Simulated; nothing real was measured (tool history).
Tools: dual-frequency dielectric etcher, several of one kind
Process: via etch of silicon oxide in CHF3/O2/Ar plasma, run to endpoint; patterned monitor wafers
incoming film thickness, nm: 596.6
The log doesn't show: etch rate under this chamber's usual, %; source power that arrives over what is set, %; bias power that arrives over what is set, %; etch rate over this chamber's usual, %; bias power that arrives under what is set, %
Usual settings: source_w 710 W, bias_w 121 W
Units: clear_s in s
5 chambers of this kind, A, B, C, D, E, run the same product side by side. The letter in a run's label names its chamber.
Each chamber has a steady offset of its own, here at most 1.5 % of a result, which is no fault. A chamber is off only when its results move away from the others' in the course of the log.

run,hour,source_w,bias_w,hours since the last wet clean,hours since the last source power generator calibration,hours since the last bias power generator calibration,clear_s
1C,7.2,710,121,162.6,839.2,1156.7,318.67
2B,15.2,710,121,62.3,594.5,1449.8,321.80
3E,25.7,710,121,337.1,2149.3,3135.1,319.53
4D,38.9,710,121,418.1,1464.1,1705.2,320.07
# hour 42.5: chamber D: wet clean of the chamber
5A,50.6,710,121,140.5,2137.1,1026.1,321.92
6B,62.8,710,121,109.9,642.1,1497.4,321.77
7D,75.5,710,121,33.1,1500.7,1741.8,317.76
8A,88.5,710,121,178.4,2175.0,1064.0,322.04
9E,99.6,710,121,411.0,2223.2,3209.0,328.84
10C,109.3,710,121,264.7,941.3,1258.8,319.57
11A,118.0,710,121,207.9,2204.5,1093.5,323.25
12E,124.9,710,121,436.3,2248.5,3234.3,325.92
13D,137.3,710,121,94.9,1562.5,1803.6,320.17
14B,149.6,710,121,196.7,728.9,1584.2,320.38
15C,163.2,620,143,318.6,995.2,1312.7,320.16
16B,173.9,620,143,221.0,753.2,1608.5,323.88
17C,180.4,620,143,335.8,1012.4,1329.9,321.68
18D,187.7,620,143,145.3,1612.9,1854.0,320.24
19E,198.4,620,143,509.8,2322.0,3307.8,327.47
20A,206.8,830,121,296.7,2293.3,1182.3,300.57
21A,215.4,830,121,305.3,2301.9,1190.9,302.38
# hour 225.5: chamber E: wet clean of the chamber
22D,226.5,830,121,184.1,1651.7,1892.8,305.21
23C,236.8,830,121,392.2,1068.8,1386.3,305.18
24B,243.0,830,121,290.1,822.3,1677.6,305.59
25E,253.8,710,121,28.4,2377.4,3363.2,327.77
26E,261.0,710,121,35.6,2384.6,3370.4,324.71
27B,272.9,710,121,320.0,852.2,1707.5,320.28
28A,280.9,710,121,370.8,2367.4,1256.4,323.77
29C,292.1,710,121,447.5,1124.1,1441.6,320.38
30D,298.6,710,121,256.2,1723.8,1964.9,323.84
31D,309.3,710,121,266.9,1734.5,1975.6,321.85
32C,317.1,710,121,472.5,1149.1,1466.6,320.61
33E,324.5,710,121,99.1,2448.1,3433.9,331.09
# hour 327.2: chamber C: bias power generator calibrated
34A,333.9,710,121,423.8,2420.4,1309.4,317.73
# hour 339.6: chamber A: wet clean of the chamber
35B,340.5,710,121,387.6,919.8,1775.1,316.43
36A,352.8,710,121,13.2,2439.3,1328.3,324.86
37B,360.9,710,121,408.0,940.2,1795.5,325.15
# hour 364.1: chamber C: wet clean of the chamber
38E,374.2,710,121,148.8,2497.8,3483.6,323.84
39C,381.7,710,121,17.7,1213.7,54.6,316.22
40D,393.6,710,121,351.2,1818.8,2059.9,323.54
41D,405.1,710,121,362.7,1830.3,2071.4,317.86
42E,414.6,710,121,189.2,2538.2,3524.0,326.19
43A,427.5,870,103,87.9,2514.0,1403.0,308.34
44B,439.4,870,103,486.5,1018.7,1874.0,312.36

What goes on in this fleet: one chamber off, a drifting gauge, or nothing beyond the chambers' own small offsets? Name the chamber and the cause, if any.

No chamber stands off beyond its own small offset, and the gauge holds steady.
